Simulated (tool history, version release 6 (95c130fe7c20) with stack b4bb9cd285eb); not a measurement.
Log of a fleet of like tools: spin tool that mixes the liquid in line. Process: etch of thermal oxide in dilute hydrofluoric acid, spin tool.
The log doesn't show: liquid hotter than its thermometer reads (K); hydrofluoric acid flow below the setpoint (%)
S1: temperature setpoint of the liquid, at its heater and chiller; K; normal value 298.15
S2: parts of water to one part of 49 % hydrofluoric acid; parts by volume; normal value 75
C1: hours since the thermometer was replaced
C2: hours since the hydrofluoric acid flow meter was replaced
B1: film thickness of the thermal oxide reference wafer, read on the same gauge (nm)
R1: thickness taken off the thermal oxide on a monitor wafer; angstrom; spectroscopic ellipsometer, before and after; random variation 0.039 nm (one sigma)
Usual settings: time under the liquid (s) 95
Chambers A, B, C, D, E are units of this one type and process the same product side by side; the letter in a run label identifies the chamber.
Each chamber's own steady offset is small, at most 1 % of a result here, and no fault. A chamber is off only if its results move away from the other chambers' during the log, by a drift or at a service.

{"day": 0.15, "done": "chamber A: hydrofluoric acid flow meter replaced"}
{"run": "1E", "day": 0.196, "S1": 298.15, "S2": 75, "time under the liquid (s)": 95, "C1": 319.4, "C2": 988.6, "B1": 99.989, "R1": 63.722}
{"run": "2A", "day": 0.333, "S1": 298.15, "S2": 75, "time under the liquid (s)": 95, "C1": 48.0, "C2": 4.4, "B1": 99.995, "R1": 63.968}
{"run": "3D", "day": 0.625, "S1": 298.15, "S2": 75, "time under the liquid (s)": 95, "C1": 614.9, "C2": 626.3, "B1": 100.02, "R1": 64.49}
{"run": "4C", "day": 0.788, "S1": 298.15, "S2": 75, "time under the liquid (s)": 95, "C1": 421.6, "C2": 367.9, "B1": 100.01, "R1": 64.384}
{"run": "5B", "day": 0.929, "S1": 298.15, "S2": 75, "time under the liquid (s)": 95, "C1": 669.5, "C2": 2154.7, "B1": 100.0, "R1": 63.574}
{"run": "6D", "day": 1.217, "S1": 298.15, "S2": 75, "time under the liquid (s)": 95, "C1": 629.1, "C2": 640.5, "B1": 99.967, "R1": 63.51}
{"run": "7E", "day": 1.408, "S1": 298.15, "S2": 75, "time under the liquid (s)": 95, "C1": 348.5, "C2": 1017.7, "B1": 99.986, "R1": 64.465}
{"day": 1.608, "done": "chamber D: thermometer replaced"}
{"run": "8B", "day": 1.608, "S1": 298.15, "S2": 75, "time under the liquid (s)": 95, "C1": 685.8, "C2": 2171.0, "B1": 100.02, "R1": 63.758}
{"run": "9A", "day": 1.754, "S1": 298.15, "S2": 75, "time under the liquid (s)": 95, "C1": 82.1, "C2": 38.5, "B1": 100.0, "R1": 64.168}
{"run": "10C", "day": 1.95, "S1": 298.15, "S2": 75, "time under the liquid (s)": 95, "C1": 449.5, "C2": 395.8, "B1": 100.0, "R1": 64.282}
{"day": 2.025, "done": "chamber E: hydrofluoric acid flow meter replaced"}
{"day": 2.075, "done": "chamber B: hydrofluoric acid flow meter replaced"}
{"run": "11D", "day": 2.225, "S1": 298.15, "S2": 75, "time under the liquid (s)": 95, "C1": 14.8, "C2": 664.7, "B1": 99.974, "R1": 63.453}
{"run": "12C", "day": 2.517, "S1": 298.15, "S2": 75, "time under the liquid (s)": 95, "C1": 463.1, "C2": 409.4, "B1": 100.01, "R1": 63.893}
{"run": "13E", "day": 2.721, "S1": 298.15, "S2": 75, "time under the liquid (s)": 95, "C1": 380.0, "C2": 16.7, "B1": 99.983, "R1": 64.022}
{"run": "14A", "day": 2.958, "S1": 298.15, "S2": 75, "time under the liquid (s)": 95, "C1": 111.0, "C2": 67.4, "B1": 99.979, "R1": 64.0}
{"run": "15B", "day": 3.212, "S1": 298.15, "S2": 75, "time under the liquid (s)": 95, "C1": 724.3, "C2": 27.4, "B1": 99.994, "R1": 63.266}
{"run": "16C", "day": 3.438, "S1": 298.15, "S2": 75, "time under the liquid (s)": 95, "C1": 485.2, "C2": 431.5, "B1": 100.01, "R1": 64.186}
{"run": "17B", "day": 3.725, "S1": 298.15, "S2": 75, "time under the liquid (s)": 95, "C1": 736.6, "C2": 39.7, "B1": 100.02, "R1": 63.727}
{"run": "18D", "day": 3.921, "S1": 298.15, "S2": 75, "time under the liquid (s)": 95, "C1": 55.5, "C2": 705.4, "B1": 100.02, "R1": 64.059}
{"run": "19A", "day": 4.179, "S1": 298.15, "S2": 75, "time under the liquid (s)": 95, "C1": 140.3, "C2": 96.7, "B1": 99.994, "R1": 64.123}
{"run": "20E", "day": 4.379, "S1": 298.15, "S2": 75, "time under the liquid (s)": 95, "C1": 419.8, "C2": 56.5, "B1": 100.0, "R1": 63.596}
{"run": "21E", "day": 4.517, "S1": 298.15, "S2": 75, "time under the liquid (s)": 95, "C1": 423.1, "C2": 59.8, "B1": 100.01, "R1": 63.775}
{"run": "22B", "day": 4.667, "S1": 298.15, "S2": 75, "time under the liquid (s)": 75, "C1": 759.2, "C2": 62.3, "B1": 100.0, "R1": 50.115}
{"run": "23C", "day": 4.908, "S1": 298.15, "S2": 75, "time under the liquid (s)": 75, "C1": 520.5, "C2": 466.8, "B1": 99.996, "R1": 50.663}
{"run": "24D", "day": 5.146, "S1": 298.15, "S2": 75, "time under the liquid (s)": 75, "C1": 84.9, "C2": 734.8, "B1": 99.984, "R1": 51.006}
{"run": "25A", "day": 5.379, "S1": 298.15, "S2": 75, "time under the liquid (s)": 75, "C1": 169.1, "C2": 125.5, "B1": 99.976, "R1": 50.509}
{"run": "26B", "day": 5.675, "S1": 298.15, "S2": 75, "time under the liquid (s)": 75, "C1": 783.4, "C2": 86.5, "B1": 99.994, "R1": 50.422}
{"run": "27A", "day": 5.812, "S1": 298.15, "S2": 75, "time under the liquid (s)": 95, "C1": 179.5, "C2": 135.9, "B1": 99.977, "R1": 64.52}
{"run": "28D", "day": 5.992, "S1": 298.15, "S2": 75, "time under the liquid (s)": 95, "C1": 105.2, "C2": 755.1, "B1": 100.0, "R1": 64.615}
{"run": "29E", "day": 6.154, "S1": 298.15, "S2": 75, "time under the liquid (s)": 95, "C1": 462.4, "C2": 99.1, "B1": 100.0, "R1": 63.815}
{"run": "30C", "day": 6.425, "S1": 298.15, "S2": 75, "time under the liquid (s)": 95, "C1": 556.9, "C2": 503.2, "B1": 100.0, "R1": 63.975}
{"day": 6.454, "done": "chamber E: thermometer replaced"}
{"run": "31B", "day": 6.608, "S1": 298.15, "S2": 75, "time under the liquid (s)": 95, "C1": 805.8, "C2": 108.9, "B1": 100.03, "R1": 63.53}
{"run": "32A", "day": 6.754, "S1": 298.15, "S2": 75, "time under the liquid (s)": 95, "C1": 202.1, "C2": 158.5, "B1": 99.987, "R1": 63.943}
{"run": "33D", "day": 6.95, "S1": 298.15, "S2": 75, "time under the liquid (s)": 95, "C1": 128.2, "C2": 778.1, "B1": 100.02, "R1": 64.256}
{"run": "34E", "day": 7.233, "S1": 298.15, "S2": 75, "time under the liquid (s)": 95, "C1": 18.8, "C2": 125.0, "B1": 100.01, "R1": 62.93}
{"run": "35C", "day": 7.454, "S1": 298.15, "S2": 75, "time under the liquid (s)": 95, "C1": 581.6, "C2": 527.9, "B1": 99.988, "R1": 64.391}
{"run": "36C", "day": 7.708, "S1": 298.15, "S2": 75, "time under the liquid (s)": 95, "C1": 587.7, "C2": 534.0, "B1": 99.997, "R1": 64.845}
{"run": "37A", "day": 7.842, "S1": 298.15, "S2": 75, "time under the liquid (s)": 95, "C1": 228.2, "C2": 184.6, "B1": 99.968, "R1": 64.232}
{"run": "38B", "day": 8.142, "S1": 298.15, "S2": 75, "time under the liquid (s)": 95, "C1": 842.6, "C2": 145.7, "B1": 100.03, "R1": 63.905}
{"run": "39E", "day": 8.379, "S1": 298.15, "S2": 75, "time under the liquid (s)": 95, "C1": 46.3, "C2": 152.5, "B1": 100.02, "R1": 63.784}
{"run": "40D", "day": 8.629, "S1": 296.15, "S2": 75, "time under the liquid (s)": 95, "C1": 168.5, "C2": 818.4, "B1": 99.998, "R1": 58.901}

One chamber off, gauge drift, or nothing amiss beyond the chambers' own small offsets? If it is a chamber, which one, and what is the likeliest cause?

No chamber stands off beyond its own small offset, and the gauge holds steady.

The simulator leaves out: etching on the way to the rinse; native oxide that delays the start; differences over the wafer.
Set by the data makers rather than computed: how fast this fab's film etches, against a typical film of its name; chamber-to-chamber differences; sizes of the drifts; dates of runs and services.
